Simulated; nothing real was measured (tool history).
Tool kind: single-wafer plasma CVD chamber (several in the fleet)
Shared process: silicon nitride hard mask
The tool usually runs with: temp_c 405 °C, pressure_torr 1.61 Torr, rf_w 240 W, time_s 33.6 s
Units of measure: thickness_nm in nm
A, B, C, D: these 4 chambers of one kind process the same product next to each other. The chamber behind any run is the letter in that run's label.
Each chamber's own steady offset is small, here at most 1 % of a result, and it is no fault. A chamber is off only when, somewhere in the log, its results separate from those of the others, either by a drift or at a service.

run   hour  temp_c  pressure_torr  rf_w  time_s  hours since the last thermocouple change  hours since the last RF generator calibration  hours since the last manometer calibration  read-back reference wafer on the same gauge, thickness_nm  thickness_nm
 1C    6.3     405           1.61   240    33.6                                        45                                          303.5                                       567.3                                                     33.201        32.872
 2A     12     405           1.61   240    33.6                                       785                                         1080.4                                      1355.5                                                     33.193        33.007
 3D   18.3     405           1.61   240    33.6                                    2079.5                                          157.9                                       665.4                                                     33.188        33.309
 4B   22.5     405           1.61   240    33.6                                     741.9                                          623.2                                         140                                                      33.19         32.94
 5C   30.8     405           1.61   240    33.6                                      69.5                                            328                                       591.8                                                     33.185        32.885
 6B   36.2     405           1.35   240    33.6                                     755.6                                          636.9                                       153.7                                                     33.196         31.52
 7D     44     405           1.35   240    33.6                                    2105.2                                          183.6                                       691.1                                                     33.202         31.75
 8A   51.5     405           1.35   240    33.6                                     824.5                                         1119.9                                        1395                                                     33.193         31.38
 9C   58.7     405           1.35   240    33.6                                      97.4                                          355.9                                       619.7                                                     33.219        31.236
10D   66.7     405           1.61   240    33.6                                    2127.9                                          206.3                                       713.8                                                     33.201        33.434
11B   71.5     396           1.61   240    37.7                                     790.9                                          672.2                                         189                                                     33.208        37.122
12A   76.1     396           1.61   240    37.7                                     849.1                                         1144.5                                      1419.6                                                     33.186        37.133
13D   82.4     396           1.61   240    37.7                                    2143.6                                            222                                       729.5                                                      33.19        37.681
14B   89.3     396           1.61   240    37.7                                     808.7                                            690                                       206.8                                                     33.192        37.334
15A   96.5     405           1.61   240    33.6                                     869.5                                         1164.9                                        1440                                                     33.206        33.151
16C  103.2     405           1.61   240    33.6                                     141.9                                          400.4                                       664.2                                                     33.198        32.818
17C  107.7     405           1.61   215    36.7                                     146.4                                          404.9                                       668.7                                                     33.212        33.111
18A  116.1     405           1.61   215    36.7                                     889.1                                         1184.5                                      1459.6                                                     33.199        33.236
19D  122.7     405           1.61   215    36.7                                    2183.9                                          262.3                                       769.8                                                     33.177        33.879
20B  128.6     405           1.61   215    36.7                                       848                                          729.3                                       246.1                                                     33.204        33.155
21C  136.3     405           1.61   240    33.6                                       175                                          433.5                                       697.3                                                     33.182        32.658
22D    144     405           1.61   240    33.6                                    2205.2                                          283.6                                       791.1                                                     33.204        33.407
23B    151     405           1.61   240    33.6                                     870.4                                          751.7                                       268.5                                                     33.209         32.97
24A  159.2     405           1.61   240    33.6                                     932.2                                         1227.6                                      1502.7                                                     33.221        32.968
25B  165.5     413           1.61   240    33.6                                     884.9                                          766.2                                         283                                                     33.211        32.902
       169  -- chamber D: thermocouple changed; heater temperature recalibrated
26A  170.5     413           1.61   240    33.6                                     943.5                                         1238.9                                        1514                                                     33.197        32.848
27D  174.4     413           1.61   240    33.6                                       5.4                                            314                                       821.5                                                     33.196        33.305
28C  181.8     413           1.61   240    33.6                                     220.5                                            479                                       742.8                                                     33.188        32.227
29B  186.8     405           1.61   240    33.6                                     906.2                                          787.5                                       304.3                                                     33.198        33.083
30C  193.1     405           1.61   240    33.6                                     231.8                                          490.3                                       754.1                                                     33.205        32.356
31A  200.4     405           1.61   240    33.6                                     973.4                                         1268.8                                      1543.9                                                     33.209        32.973
32D  208.5     405           1.61   240    33.6                                      39.5                                          348.1                                       855.6                                                     33.211        33.383
33A  216.9     405           1.61   240    33.6                                     989.9                                         1285.3                                      1560.4                                                     33.216        33.023
34B  223.2     405           1.61   240    33.6                                     942.6                                          823.9                                       340.7                                                     33.224        32.936
35C  227.6     405           1.61   240    33.6                                     266.3                                          524.8                                       788.6                                                     33.182        32.237
36D  233.9     405           1.61   240    33.6                                      64.9                                          373.5                                         881                                                     33.197        33.557
37D  240.3     405           1.61   240    33.6                                      71.3                                          379.9                                       887.4                                                     33.197        33.328
38B  245.7     405           1.81   240    33.6                                     965.1                                          846.4                                       363.2                                                     33.183            34

Is one chamber out of step, is the gauge drifting, or do the chambers differ by no more than their own small offsets? For an off chamber, give its letter and the likeliest cause.

It is chamber C that slowly wanders off from its peers.
What lies behind it: delivered RF power below the setpoint (%) = 3.5.
With only this log, it may be confused with: true pressure below the setpoint (%).

Which of the 4 candidates below, each the usual settings with something changed and its results left as question marks, puts chamber C back in line with what the other chambers give on the usual settings?
To be in line, a result may differ from the other chambers' mean on the usual settings by at most: thickness_nm 0.27 nm
39C-1  251.8     405           1.61   235      33                                                                                                                                                                                                             ?
39C-2  251.8     405           1.62   245    34.2                                                                                                                                                                                                             ?
39C-3  251.8     405           1.65   240    35.5                                                                                                                                                                                                             ?
39C-4  251.8     405           1.61   240    31.4                                                                                                                                                                                                             ?

Usual-settings mean across the other chambers: thickness_nm 33.138 nm
  run  thickness_nm
39C-1        31.034
39C-2        33.194
39C-3        34.144
39C-4        29.991
It is 39C-2 that realigns the chamber with its peers.

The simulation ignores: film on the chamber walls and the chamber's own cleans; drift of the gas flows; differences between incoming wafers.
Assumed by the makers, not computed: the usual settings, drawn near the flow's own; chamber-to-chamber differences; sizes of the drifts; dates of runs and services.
